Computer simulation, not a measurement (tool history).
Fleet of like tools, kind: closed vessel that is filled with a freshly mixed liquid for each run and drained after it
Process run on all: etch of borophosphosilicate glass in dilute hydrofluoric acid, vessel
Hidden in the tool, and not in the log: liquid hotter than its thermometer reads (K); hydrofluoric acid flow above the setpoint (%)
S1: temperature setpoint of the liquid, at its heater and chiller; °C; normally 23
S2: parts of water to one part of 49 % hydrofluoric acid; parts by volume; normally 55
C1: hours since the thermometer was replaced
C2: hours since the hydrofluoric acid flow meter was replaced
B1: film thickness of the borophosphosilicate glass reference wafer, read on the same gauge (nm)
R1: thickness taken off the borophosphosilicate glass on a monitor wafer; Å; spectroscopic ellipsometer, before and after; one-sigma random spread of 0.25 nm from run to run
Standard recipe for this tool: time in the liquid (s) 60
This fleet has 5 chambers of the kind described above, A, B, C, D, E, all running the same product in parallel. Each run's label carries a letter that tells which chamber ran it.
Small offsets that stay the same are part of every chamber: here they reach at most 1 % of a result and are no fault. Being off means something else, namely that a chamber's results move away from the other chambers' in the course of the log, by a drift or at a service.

-- hour=3.9 chamber D: hydrofluoric acid flow meter replaced
run 1B hour=10.9 | S1=23 S2=55 time_in_the_liquid_(s)=60 | C1=1720.1 C2=144.7 | B1=120.01 | R1=419.16
-- hour=14.7 chamber B: thermometer replaced
run 2C hour=26.6 | S1=23 S2=55 time_in_the_liquid_(s)=60 | C1=678.1 C2=501.6 | B1=120.03 | R1=420.18
run 3E hour=42.5 | S1=23 S2=55 time_in_the_liquid_(s)=60 | C1=495.1 C2=1450.8 | B1=119.98 | R1=416.84
run 4D hour=49.7 | S1=23 S2=55 time_in_the_liquid_(s)=60 | C1=193.6 C2=45.8 | B1=120 | R1=420.16
-- hour=49.9 chamber A: thermometer replaced
run 5A hour=63.5 | S1=23 S2=55 time_in_the_liquid_(s)=60 | C1=13.7 C2=560.4 | B1=120.02 | R1=417.53
run 6C hour=71.3 | S1=23 S2=55 time_in_the_liquid_(s)=60 | C1=722.8 C2=546.3 | B1=120 | R1=422.04
run 7E hour=85.3 | S1=23 S2=55 time_in_the_liquid_(s)=60 | C1=537.9 C2=1493.6 | B1=119.97 | R1=419.24
run 8D hour=98.4 | S1=23 S2=55 time_in_the_liquid_(s)=60 | C1=242.3 C2=94.5 | B1=120.01 | R1=417.26
run 9B hour=108.3 | S1=23 S2=55 time_in_the_liquid_(s)=60 | C1=93.7 C2=242.1 | B1=119.99 | R1=413.08
run 10A hour=119.4 | S1=23 S2=55 time_in_the_liquid_(s)=60 | C1=69.6 C2=616.3 | B1=120.02 | R1=422.08
run 11D hour=135.2 | S1=23 S2=55 time_in_the_liquid_(s)=60 | C1=279.1 C2=131.3 | B1=119.99 | R1=418.65
run 12A hour=142.9 | S1=23 S2=55 time_in_the_liquid_(s)=60 | C1=93.1 C2=639.8 | B1=119.95 | R1=420.52
run 13E hour=153.4 | S1=23 S2=55 time_in_the_liquid_(s)=60 | C1=606 C2=1561.7 | B1=120 | R1=416.19
run 14B hour=162.5 | S1=21 S2=55 time_in_the_liquid_(s)=60 | C1=147.9 C2=296.3 | B1=120 | R1=382.63
-- hour=167.2 chamber E: hydrofluoric acid flow meter replaced
run 15C hour=175.8 | S1=21 S2=55 time_in_the_liquid_(s)=60 | C1=827.3 C2=650.8 | B1=120 | R1=393.97
run 16B hour=190.8 | S1=21 S2=55 time_in_the_liquid_(s)=60 | C1=176.2 C2=324.6 | B1=119.99 | R1=377.63
run 17D hour=202.9 | S1=21 S2=55 time_in_the_liquid_(s)=60 | C1=346.8 C2=199 | B1=120.01 | R1=382.51
run 18C hour=211.6 | S1=21 S2=55 time_in_the_liquid_(s)=60 | C1=863.1 C2=686.6 | B1=119.97 | R1=399.24
run 19A hour=224.1 | S1=23 S2=55 time_in_the_liquid_(s)=60 | C1=174.3 C2=721 | B1=119.98 | R1=423.58
run 20E hour=238.7 | S1=23 S2=55 time_in_the_liquid_(s)=60 | C1=691.3 C2=71.6 | B1=120 | R1=417.18
run 21E hour=246 | S1=23 S2=55 time_in_the_liquid_(s)=60 | C1=698.6 C2=78.9 | B1=119.99 | R1=417.57
run 22D hour=255.9 | S1=23 S2=55 time_in_the_liquid_(s)=60 | C1=399.8 C2=252 | B1=119.98 | R1=416.81
run 23B hour=263 | S1=23 S2=55 time_in_the_liquid_(s)=90 | C1=248.4 C2=396.8 | B1=120 | R1=628.43
run 24C hour=274.4 | S1=23 S2=55 time_in_the_liquid_(s)=90 | C1=925.9 C2=749.4 | B1=119.96 | R1=648.05
run 25A hour=284.8 | S1=23 S2=55 time_in_the_liquid_(s)=90 | C1=235 C2=781.7 | B1=120 | R1=628.72
run 26A hour=292.7 | S1=23 S2=55 time_in_the_liquid_(s)=90 | C1=242.9 C2=789.6 | B1=120.04 | R1=626.45
run 27C hour=300 | S1=23 S2=55 time_in_the_liquid_(s)=90 | C1=951.5 C2=775 | B1=119.99 | R1=655.1
run 28B hour=311 | S1=23 S2=55 time_in_the_liquid_(s)=60 | C1=296.4 C2=444.8 | B1=119.98 | R1=413.85
run 29E hour=326.2 | S1=20 S2=55 time_in_the_liquid_(s)=60 | C1=778.8 C2=159.1 | B1=119.98 | R1=366.87
run 30D hour=334.9 | S1=20 S2=55 time_in_the_liquid_(s)=60 | C1=478.8 C2=331 | B1=119.98 | R1=364.75
run 31B hour=351 | S1=20 S2=55 time_in_the_liquid_(s)=60 | C1=336.4 C2=484.8 | B1=119.97 | R1=364.54
run 32D hour=364.5 | S1=20 S2=55 time_in_the_liquid_(s)=60 | C1=508.4 C2=360.6 | B1=120.01 | R1=365.47
run 33E hour=379.9 | S1=20 S2=55 time_in_the_liquid_(s)=60 | C1=832.5 C2=212.8 | B1=120.04 | R1=367.02
run 34C hour=387.4 | S1=23 S2=55 time_in_the_liquid_(s)=60 | C1=1038.9 C2=862.4 | B1=119.99 | R1=443.88
run 35A hour=402.2 | S1=23 S2=55 time_in_the_liquid_(s)=70 | C1=352.4 C2=899.1 | B1=119.99 | R1=488.99
run 36B hour=414.4 | S1=23 S2=55 time_in_the_liquid_(s)=70 | C1=399.8 C2=548.2 | B1=120.04 | R1=484.77

One chamber off, gauge drift, or nothing amiss beyond the chambers' own small offsets? If it is a chamber, which one, and what is the likeliest cause?

Little by little, chamber C moves away from the other chambers.
Likeliest cause: liquid hotter than its thermometer reads (K) = 1.29.
Not necessarily distinguishable in this log from: hydrofluoric acid flow above the setpoint (%).

Below are 4 candidate recipes for chamber C's next run, each the usual settings with a change, their results shown as question marks. Which of them brings C's results back in line with what the other chambers give on the usual settings?
In line means no further than this from the other chambers' mean on the usual settings: R1 8.6 Å
run 37C-1 hour=426.1 | S1=23.5 S2=55 time_in_the_liquid_(s)=60 | R1=?
run 37C-2 hour=426.1 | S1=22.5 S2=55 time_in_the_liquid_(s)=60 | R1=?
run 37C-3 hour=426.1 | S1=24.5 S2=55 time_in_the_liquid_(s)=60 | R1=?
run 37C-4 hour=426.1 | S1=21.5 S2=55 time_in_the_liquid_(s)=60 | R1=?

Other chambers, usual settings, mean: R1 417.41 Å
run=37C-1 R1=453.96
run=37C-2 R1=435.94
run=37C-3 R1=472.75
run=37C-4 R1=418.51
37C-4 puts the chamber back in line with the other chambers.

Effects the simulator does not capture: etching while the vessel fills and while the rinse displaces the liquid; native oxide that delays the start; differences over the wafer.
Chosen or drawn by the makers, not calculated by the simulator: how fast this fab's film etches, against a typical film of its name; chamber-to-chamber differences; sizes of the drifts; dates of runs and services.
